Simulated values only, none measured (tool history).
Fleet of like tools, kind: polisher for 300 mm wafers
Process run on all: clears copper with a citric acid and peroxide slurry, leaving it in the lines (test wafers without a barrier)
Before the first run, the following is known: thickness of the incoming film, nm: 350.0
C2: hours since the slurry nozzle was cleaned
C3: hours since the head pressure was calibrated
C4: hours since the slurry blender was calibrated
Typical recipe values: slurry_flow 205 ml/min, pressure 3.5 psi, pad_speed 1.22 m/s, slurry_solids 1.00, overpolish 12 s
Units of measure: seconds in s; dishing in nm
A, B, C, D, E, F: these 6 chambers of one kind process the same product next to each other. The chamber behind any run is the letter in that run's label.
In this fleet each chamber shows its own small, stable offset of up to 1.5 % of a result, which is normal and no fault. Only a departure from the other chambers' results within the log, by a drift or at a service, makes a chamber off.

{"run": "1C", "day": 0.312, "slurry_flow": 205, "pressure": 3.5, "pad_speed": 1.22, "slurry_solids": 1.0, "overpolish": 12, "wafers polished on this pad": 406, "C2": 564.8, "C3": 352.1, "C4": 66.9, "seconds": 125.31, "dishing": 21.427}
{"run": "2E", "day": 0.617, "slurry_flow": 205, "pressure": 3.5, "pad_speed": 1.22, "slurry_solids": 1.0, "overpolish": 12, "wafers polished on this pad": 532, "C2": 75.8, "C3": 848.6, "C4": 38.8, "seconds": 128.47, "dishing": 21.999}
{"day": 0.646, "done": "chamber F: worn pad replaced by a new one"}
{"run": "3B", "day": 1.125, "slurry_flow": 205, "pressure": 3.5, "pad_speed": 1.22, "slurry_solids": 1.0, "overpolish": 12, "wafers polished on this pad": 1068, "C2": 251.4, "C3": 73.9, "C4": 83.8, "seconds": 125.22, "dishing": 21.577}
{"run": "4F", "day": 1.367, "slurry_flow": 205, "pressure": 3.5, "pad_speed": 1.22, "slurry_solids": 1.0, "overpolish": 12, "wafers polished on this pad": 180, "C2": 34.5, "C3": 340.6, "C4": 139.8, "seconds": 126.28, "dishing": 21.944}
{"day": 1.554, "done": "chamber A: slurry nozzle cleaned"}
{"day": 1.604, "done": "chamber C: worn pad replaced by a new one"}
{"run": "5D", "day": 1.696, "slurry_flow": 205, "pressure": 3.5, "pad_speed": 1.22, "slurry_solids": 1.0, "overpolish": 12, "wafers polished on this pad": 1169, "C2": 385.9, "C3": 644.1, "C4": 361.7, "seconds": 125.82, "dishing": 21.29}
{"day": 1.942, "done": "chamber C: slurry blender recalibrated"}
{"run": "6A", "day": 1.967, "slurry_flow": 140, "pressure": 3.5, "pad_speed": 1.22, "slurry_solids": 1.0, "overpolish": 12, "wafers polished on this pad": 663, "C2": 9.9, "C3": 229.4, "C4": 107.1, "seconds": 137.44, "dishing": 21.488}
{"run": "7F", "day": 2.325, "slurry_flow": 140, "pressure": 3.5, "pad_speed": 1.22, "slurry_solids": 1.0, "overpolish": 12, "wafers polished on this pad": 419, "C2": 57.5, "C3": 363.6, "C4": 162.8, "seconds": 132.09, "dishing": 20.488}
{"day": 2.533, "done": "chamber E: worn pad replaced by a new one"}
{"day": 2.604, "done": "chamber B: worn pad replaced by a new one"}
{"run": "8D", "day": 2.792, "slurry_flow": 140, "pressure": 3.5, "pad_speed": 1.22, "slurry_solids": 1.0, "overpolish": 12, "wafers polished on this pad": 1442, "C2": 412.2, "C3": 670.4, "C4": 388.0, "seconds": 135.4, "dishing": 21.165}
{"day": 3.208, "done": "chamber E: head pressure recalibrated"}
{"run": "9E", "day": 3.3, "slurry_flow": 140, "pressure": 3.5, "pad_speed": 1.22, "slurry_solids": 1.0, "overpolish": 12, "wafers polished on this pad": 191, "C2": 140.2, "C3": 2.3, "C4": 103.2, "seconds": 137.04, "dishing": 20.974}
{"run": "10B", "day": 3.708, "slurry_flow": 140, "pressure": 3.5, "pad_speed": 1.22, "slurry_solids": 1.0, "overpolish": 12, "wafers polished on this pad": 275, "C2": 313.4, "C3": 135.9, "C4": 145.8, "seconds": 134.78, "dishing": 20.487}
{"run": "11C", "day": 4.012, "slurry_flow": 140, "pressure": 3.5, "pad_speed": 1.22, "slurry_solids": 1.0, "overpolish": 12, "wafers polished on this pad": 599, "C2": 653.6, "C3": 440.9, "C4": 49.7, "seconds": 133.96, "dishing": 20.477}
{"day": 4.254, "done": "chamber F: worn pad replaced by a new one"}
{"run": "12A", "day": 4.512, "slurry_flow": 205, "pressure": 3.5, "pad_speed": 1.08, "slurry_solids": 0.7, "overpolish": 12, "wafers polished on this pad": 1297, "C2": 71.0, "C3": 290.5, "C4": 168.2, "seconds": 157.96, "dishing": 18.522}
{"run": "13C", "day": 4.875, "slurry_flow": 205, "pressure": 3.5, "pad_speed": 1.08, "slurry_solids": 0.7, "overpolish": 12, "wafers polished on this pad": 814, "C2": 674.3, "C3": 461.6, "C4": 70.4, "seconds": 149.78, "dishing": 18.279}
{"day": 5.112, "done": "chamber A: worn pad replaced by a new one"}
{"run": "14E", "day": 5.212, "slurry_flow": 205, "pressure": 3.5, "pad_speed": 1.08, "slurry_solids": 0.7, "overpolish": 12, "wafers polished on this pad": 668, "C2": 186.1, "C3": 48.2, "C4": 149.1, "seconds": 154.5, "dishing": 18.305}
{"day": 5.254, "done": "chamber D: slurry blender recalibrated"}
{"day": 5.312, "done": "chamber C: worn pad replaced by a new one"}
{"run": "15D", "day": 5.462, "slurry_flow": 205, "pressure": 3.5, "pad_speed": 1.08, "slurry_solids": 0.7, "overpolish": 12, "wafers polished on this pad": 2107, "C2": 476.3, "C3": 734.5, "C4": 5.1, "seconds": 157.31, "dishing": 17.429}
{"day": 5.533, "done": "chamber A: slurry blender recalibrated"}
{"run": "16A", "day": 5.796, "slurry_flow": 205, "pressure": 3.5, "pad_speed": 1.08, "slurry_solids": 0.7, "overpolish": 12, "wafers polished on this pad": 170, "C2": 101.8, "C3": 321.3, "C4": 6.3, "seconds": 153.5, "dishing": 18.61}
{"day": 6.154, "done": "chamber E: worn pad replaced by a new one"}
{"run": "17B", "day": 6.325, "slurry_flow": 205, "pressure": 3.5, "pad_speed": 1.08, "slurry_solids": 0.7, "overpolish": 12, "wafers polished on this pad": 926, "C2": 376.2, "C3": 198.7, "C4": 208.6, "seconds": 153.38, "dishing": 18.742}
{"day": 6.367, "done": "chamber E: slurry blender recalibrated"}
{"run": "18F", "day": 6.638, "slurry_flow": 205, "pressure": 3.5, "pad_speed": 1.22, "slurry_solids": 1.0, "overpolish": 12, "wafers polished on this pad": 594, "C2": 161.0, "C3": 467.1, "C4": 266.3, "seconds": 124.04, "dishing": 21.861}
{"day": 6.812, "done": "chamber C: slurry blender recalibrated"}
{"run": "19B", "day": 6.992, "slurry_flow": 205, "pressure": 3.5, "pad_speed": 1.22, "slurry_solids": 1.0, "overpolish": 12, "wafers polished on this pad": 1092, "C2": 392.2, "C3": 214.7, "C4": 224.6, "seconds": 127.59, "dishing": 21.637}
{"day": 7.142, "done": "chamber A: head pressure recalibrated"}
{"day": 7.267, "done": "chamber F: slurry blender recalibrated"}
{"run": "20E", "day": 7.375, "slurry_flow": 205, "pressure": 3.5, "pad_speed": 1.22, "slurry_solids": 1.0, "overpolish": 12, "wafers polished on this pad": 304, "C2": 238.0, "C3": 100.1, "C4": 24.2, "seconds": 124.57, "dishing": 21.536}
{"run": "21D", "day": 7.7, "slurry_flow": 205, "pressure": 3.5, "pad_speed": 1.22, "slurry_solids": 1.0, "overpolish": 12, "wafers polished on this pad": 2664, "C2": 530.0, "C3": 788.2, "C4": 58.8, "seconds": 133.09, "dishing": 20.822}
{"day": 7.9, "done": "chamber B: worn pad replaced by a new one"}
{"run": "22A", "day": 8.096, "slurry_flow": 205, "pressure": 3.5, "pad_speed": 1.22, "slurry_solids": 1.0, "overpolish": 12, "wafers polished on this pad": 743, "C2": 157.0, "C3": 22.9, "C4": 61.5, "seconds": 127.46, "dishing": 21.672}
{"day": 8.158, "done": "chamber F: worn pad replaced by a new one"}
{"day": 8.258, "done": "chamber C: slurry nozzle cleaned"}
{"day": 8.483, "done": "chamber C: worn pad replaced by a new one"}
{"run": "23F", "day": 8.571, "slurry_flow": 205, "pressure": 3.5, "pad_speed": 1.22, "slurry_solids": 1.0, "overpolish": 12, "wafers polished on this pad": 103, "C2": 207.4, "C3": 513.5, "C4": 31.4, "seconds": 127.26, "dishing": 21.979}
{"run": "24C", "day": 8.838, "slurry_flow": 205, "pressure": 3.5, "pad_speed": 1.22, "slurry_solids": 1.0, "overpolish": 12, "wafers polished on this pad": 88, "C2": 14.0, "C3": 556.7, "C4": 48.7, "seconds": 125.01, "dishing": 22.191}
{"day": 9.358, "done": "chamber E: worn pad replaced by a new one"}
{"run": "25F", "day": 9.375, "slurry_flow": 205, "pressure": 3.5, "pad_speed": 1.22, "slurry_solids": 1.0, "overpolish": 12, "wafers polished on this pad": 303, "C2": 226.7, "C3": 532.8, "C4": 50.7, "seconds": 125.98, "dishing": 21.375}
{"run": "26A", "day": 9.896, "slurry_flow": 205, "pressure": 3.5, "pad_speed": 1.22, "slurry_solids": 1.0, "overpolish": 12, "wafers polished on this pad": 1191, "C2": 200.2, "C3": 66.1, "C4": 104.7, "seconds": 127.82, "dishing": 21.515}
{"day": 10.262, "done": "chamber A: worn pad replaced by a new one"}
{"run": "27D", "day": 10.4, "slurry_flow": 205, "pressure": 3.5, "pad_speed": 1.22, "slurry_solids": 1.0, "overpolish": 12, "wafers polished on this pad": 3337, "C2": 594.8, "C3": 853.0, "C4": 123.6, "seconds": 135.77, "dishing": 20.82}
{"day": 10.404, "done": "chamber C: head pressure recalibrated"}
{"day": 10.504, "done": "chamber D: head pressure recalibrated"}
{"day": 10.529, "done": "chamber A: slurry nozzle cleaned"}
{"run": "28B", "day": 10.838, "slurry_flow": 205, "pressure": 3.5, "pad_speed": 1.22, "slurry_solids": 1.0, "overpolish": 12, "wafers polished on this pad": 732, "C2": 484.5, "C3": 307.0, "C4": 316.9, "seconds": 127.93, "dishing": 21.685}
{"run": "29E", "day": 11.262, "slurry_flow": 205, "pressure": 3.5, "pad_speed": 1.22, "slurry_solids": 1.0, "overpolish": 12, "wafers polished on this pad": 475, "C2": 331.3, "C3": 193.4, "C4": 117.5, "seconds": 129.73, "dishing": 21.625}
{"day": 11.496, "done": "chamber F: worn pad replaced by a new one"}
{"run": "30C", "day": 11.621, "slurry_flow": 205, "pressure": 3.5, "pad_speed": 1.22, "slurry_solids": 1.0, "overpolish": 12, "wafers polished on this pad": 781, "C2": 80.8, "C3": 29.2, "C4": 115.5, "seconds": 124.15, "dishing": 21.977}
{"day": 11.85, "done": "chamber C: slurry blender recalibrated"}
{"run": "31F", "day": 11.896, "slurry_flow": 205, "pressure": 3.5, "pad_speed": 1.22, "slurry_solids": 1.0, "overpolish": 12, "wafers polished on this pad": 99, "C2": 287.2, "C3": 593.3, "C4": 111.2, "seconds": 126.0, "dishing": 22.12}
{"day": 12.096, "done": "chamber C: worn pad replaced by a new one"}
{"day": 12.212, "done": "chamber F: head pressure recalibrated"}
{"run": "32B", "day": 12.308, "slurry_flow": 205, "pressure": 3.5, "pad_speed": 1.22, "slurry_solids": 1.0, "overpolish": 12, "wafers polished on this pad": 1098, "C2": 519.8, "C3": 342.3, "C4": 352.2, "seconds": 127.0, "dishing": 21.435}
{"run": "33A", "day": 12.779, "slurry_flow": 205, "pressure": 3.5, "pad_speed": 1.22, "slurry_solids": 1.0, "overpolish": 12, "wafers polished on this pad": 626, "C2": 54.1, "C3": 135.3, "C4": 173.9, "seconds": 129.66, "dishing": 20.743}
{"day": 12.904, "done": "chamber E: worn pad replaced by a new one"}
{"day": 13.071, "done": "chamber E: slurry nozzle cleaned"}
{"run": "34D", "day": 13.238, "slurry_flow": 245, "pressure": 3.5, "pad_speed": 1.22, "slurry_solids": 1.0, "overpolish": 12, "wafers polished on this pad": 4043, "C2": 662.9, "C3": 65.6, "C4": 191.7, "seconds": 135.01, "dishing": 20.612}
{"day": 13.421, "done": "chamber A: slurry blender recalibrated"}
{"run": "35C", "day": 13.692, "slurry_flow": 245, "pressure": 3.5, "pad_speed": 1.22, "slurry_solids": 1.0, "overpolish": 12, "wafers polished on this pad": 398, "C2": 130.5, "C3": 78.9, "C4": 44.2, "seconds": 120.87, "dishing": 22.075}
{"day": 13.904, "done": "chamber E: slurry blender recalibrated"}
{"day": 14.0, "done": "chamber B: worn pad replaced by a new one"}
{"run": "36E", "day": 14.15, "slurry_flow": 245, "pressure": 3.5, "pad_speed": 1.22, "slurry_solids": 1.0, "overpolish": 12, "wafers polished on this pad": 310, "C2": 26.0, "C3": 262.7, "C4": 5.9, "seconds": 125.77, "dishing": 22.061}
{"run": "37D", "day": 14.617, "slurry_flow": 245, "pressure": 3.5, "pad_speed": 1.22, "slurry_solids": 1.0, "overpolish": 12, "wafers polished on this pad": 4386, "C2": 696.0, "C3": 98.7, "C4": 224.8, "seconds": 132.53, "dishing": 20.691}
{"day": 14.979, "done": "chamber C: worn pad replaced by a new one"}
{"run": "38F", "day": 15.071, "slurry_flow": 245, "pressure": 3.5, "pad_speed": 1.22, "slurry_solids": 1.0, "overpolish": 12, "wafers polished on this pad": 890, "C2": 363.4, "C3": 68.7, "C4": 187.4, "seconds": 125.38, "dishing": 22.519}
{"run": "39E", "day": 15.325, "slurry_flow": 245, "pressure": 3.5, "pad_speed": 1.22, "slurry_solids": 1.0, "overpolish": 12, "wafers polished on this pad": 602, "C2": 54.2, "C3": 290.9, "C4": 34.1, "seconds": 126.45, "dishing": 22.111}
{"run": "40B", "day": 15.65, "slurry_flow": 205, "pressure": 3.5, "pad_speed": 1.22, "slurry_solids": 1.0, "overpolish": 12, "wafers polished on this pad": 411, "C2": 600.0, "C3": 422.5, "C4": 432.4, "seconds": 128.55, "dishing": 21.69}
{"run": "41C", "day": 16.071, "slurry_flow": 205, "pressure": 3.5, "pad_speed": 1.22, "slurry_solids": 1.0, "overpolish": 12, "wafers polished on this pad": 272, "C2": 187.6, "C3": 136.0, "C4": 101.3, "seconds": 125.46, "dishing": 20.701}
{"day": 16.358, "done": "chamber A: worn pad replaced by a new one"}
{"run": "42A", "day": 16.471, "slurry_flow": 205, "pressure": 2.3, "pad_speed": 1.22, "slurry_solids": 0.75, "overpolish": 12, "wafers polished on this pad": 28, "C2": 142.7, "C3": 223.9, "C4": 73.3, "seconds": 204.36, "dishing": 14.957}
{"run": "43A", "day": 16.879, "slurry_flow": 205, "pressure": 2.3, "pad_speed": 1.22, "slurry_solids": 0.75, "overpolish": 12, "wafers polished on this pad": 130, "C2": 152.5, "C3": 233.7, "C4": 83.1, "seconds": 203.48, "dishing": 14.19}

Does one chamber stand apart from the rest, does the shared gauge drift, or is all well apart from small per-chamber offsets? Give the chamber and the most likely cause, where there is one.

It is chamber D that slowly wanders off from its peers.
Cause: removal rate lost through wear of the pad, % = 11.9.

Below are 4 candidate recipes for chamber D's next run, each the usual settings with a change, their results shown as question marks. Which of them brings D's results back in line with what the other chambers give on the usual settings?
A result is in line if it is within this distance of the other chambers' mean on the usual settings: seconds 5.30 s; dishing 1.500 nm
{"run": "44D-1", "day": 17.262, "slurry_flow": 205, "pressure": 3.7, "pad_speed": 1.28, "slurry_solids": 1.0, "overpolish": 12, "seconds": "?", "dishing": "?"}
{"run": "44D-2", "day": 17.262, "slurry_flow": 205, "pressure": 3.3, "pad_speed": 1.16, "slurry_solids": 1.0, "overpolish": 12, "seconds": "?", "dishing": "?"}
{"run": "44D-3", "day": 17.262, "slurry_flow": 205, "pressure": 3.2, "pad_speed": 1.1, "slurry_solids": 1.0, "overpolish": 12, "seconds": "?", "dishing": "?"}
{"run": "44D-4", "day": 17.262, "slurry_flow": 205, "pressure": 3.8, "pad_speed": 1.34, "slurry_solids": 1.0, "overpolish": 12, "seconds": "?", "dishing": "?"}

Mean of the other chambers on the usual settings: seconds 127.39 s; dishing 21.629 nm
run=44D-1 seconds=129.03 dishing=21.505
run=44D-2 seconds=159.18 dishing=18.010
run=44D-3 seconds=172.90 dishing=16.775
run=44D-4 seconds=120.09 dishing=22.806
The right change is 44D-1: it brings the chamber back within the allowed miss of the others.

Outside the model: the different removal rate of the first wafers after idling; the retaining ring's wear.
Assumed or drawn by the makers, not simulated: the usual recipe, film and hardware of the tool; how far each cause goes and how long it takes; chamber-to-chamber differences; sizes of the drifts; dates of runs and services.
